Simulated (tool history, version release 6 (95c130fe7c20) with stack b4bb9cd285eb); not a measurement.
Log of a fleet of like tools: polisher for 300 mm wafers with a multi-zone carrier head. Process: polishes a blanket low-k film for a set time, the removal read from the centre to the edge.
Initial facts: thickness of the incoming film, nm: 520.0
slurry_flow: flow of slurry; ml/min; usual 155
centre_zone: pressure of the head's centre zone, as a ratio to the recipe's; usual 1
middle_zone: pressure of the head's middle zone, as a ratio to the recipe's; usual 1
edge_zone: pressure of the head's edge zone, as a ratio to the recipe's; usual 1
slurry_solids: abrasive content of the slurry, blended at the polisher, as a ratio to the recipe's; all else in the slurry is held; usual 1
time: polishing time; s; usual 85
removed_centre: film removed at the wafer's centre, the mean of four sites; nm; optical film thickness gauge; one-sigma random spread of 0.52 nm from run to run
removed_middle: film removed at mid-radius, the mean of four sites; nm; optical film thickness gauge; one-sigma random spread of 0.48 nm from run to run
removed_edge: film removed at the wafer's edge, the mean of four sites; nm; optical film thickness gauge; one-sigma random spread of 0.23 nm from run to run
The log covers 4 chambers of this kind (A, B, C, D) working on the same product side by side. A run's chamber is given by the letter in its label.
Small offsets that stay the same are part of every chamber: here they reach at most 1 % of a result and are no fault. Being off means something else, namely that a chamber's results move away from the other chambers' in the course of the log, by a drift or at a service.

run	hour	slurry_flow	centre_zone	middle_zone	edge_zone	slurry_solids	time	wafers polished on this pad	hours since the slurry nozzle was cleaned	hours since the centre zone pressure was calibrated	hours since the edge zone pressure was calibrated	removed_centre	removed_middle	removed_edge
# hour 4.3: chamber C: worn pad replaced by a new one
1D	11.4	155	1	1	1	1	85	229	542.1	507.8	733.8	36.497	36.697	37.029
2C	25.7	155	1	1	1	1	85	253	520	234.1	1028.5	37.39	36.008	36.848
# hour 26.1: chamber A: edge zone pressure recalibrated
3A	38.1	155	1	1	1	1	85	1057	140.3	433.9	12.1	36.9	35.989	37.164
4B	51	155	1	1	1	1	85	703	106.9	941.9	285.7	36.537	35.96	36.677
# hour 57: chamber C: edge zone pressure recalibrated
5A	58.7	155	1	1	1	1.15	85	1301	160.9	454.5	32.7	39.782	39.089	39.271
# hour 66: chamber A: worn pad replaced by a new one
6B	73.8	155	1	1	1	1.15	85	974	129.7	964.7	308.5	39.404	39.682	39.155
7D	88.7	155	1	1	1	1.15	85	1144	619.4	585.1	811.1	39.537	38.641	38.784
# hour 89.4: chamber D: worn pad replaced by a new one
# hour 93.5: chamber B: centre zone pressure recalibrated
# hour 95.3: chamber C: worn pad replaced by a new one
8C	100.5	155	1	1	1	1.15	85	62	594.8	308.9	43.6	38.972	38.302	39.27
9D	107.7	155	1	1	1	1	85	217	638.4	604.1	830.1	35.99	36.211	36.965
# hour 110.1: chamber B: worn pad replaced by a new one
10C	120.6	155	1	1	1	1	85	300	614.9	329	63.7	37.21	36.916	36.931
11B	128.3	155	1	1	1	1	85	215	184.2	34.9	363	39.785	36.189	36.419
12A	139.4	155	1	1	1	1	85	870	241.6	535.2	113.4	36.371	37.261	36.872
13C	147.3	155	1	1	1	1	85	616	641.6	355.7	90.4	36.194	36.036	36.883
14B	159.7	155	1	1	1	1	85	587	215.6	66.3	394.4	40.197	36.615	36.399
15D	170.1	155	1	1	1	1	85	957	700.8	666.5	892.5	37.997	36.291	36.965
16A	177.7	155	1	1	1	1	85	1323	279.9	573.5	151.7	37.201	37.315	36.733
# hour 184.5: chamber A: worn pad replaced by a new one
# hour 190.7: chamber D: worn pad replaced by a new one
17C	192.5	155	1	1	1	1	85	1152	686.8	400.9	135.6	37.358	37.175	36.698
# hour 204: chamber C: worn pad replaced by a new one
18D	206.2	155	1	1	1	1	85	184	736.9	702.6	928.6	37.878	36.589	36.732
19B	214.5	155	1	1	1	1	85	1237	270.4	121.1	449.2	40.388	36.332	36.516
# hour 220.5: chamber B: slurry nozzle cleaned
20A	227.3	155	1	1	0.94	1	85	507	329.5	623.1	201.3	37.296	37.036	36.018
# hour 228.2: chamber D: centre zone pressure recalibrated
21D	239.3	155	1	1	0.94	1	85	576	770	11.2	961.7	36.699	35.906	35.372
22A	248.7	155	1	1	0.94	1	85	760	350.9	644.5	222.7	36.351	36.361	35.64
# hour 252.3: chamber B: worn pad replaced by a new one
23C	260.1	155	1	1	0.94	1	85	665	754.4	468.5	203.2	36.653	36.618	35.837
24B	271.1	155	1	1	1	1	85	223	50.6	177.7	505.8	40.294	37.621	36.332
25A	286.9	100	1	1	1	1.2	85	1213	389.1	682.7	260.9	35.46	36.291	37.469

Next, all 4 chambers run the settings below, one line each with question marks for the results. What does each chamber give?
26A	298.4	155	1	1	1	1	85					?	?	?
26B	298.4	155	1	1	1	1	85					?	?	?
26C	298.4	155	1	1	1	1	85					?	?	?
26D	298.4	155	1	1	1	1	85					?	?	?

run	removed_centre	removed_middle	removed_edge
26A	37.92	36.273	36.93
26B	40.699	36.957	36.517
26C	37.26	36.954	36.698
26D	36.76	36.902	36.343
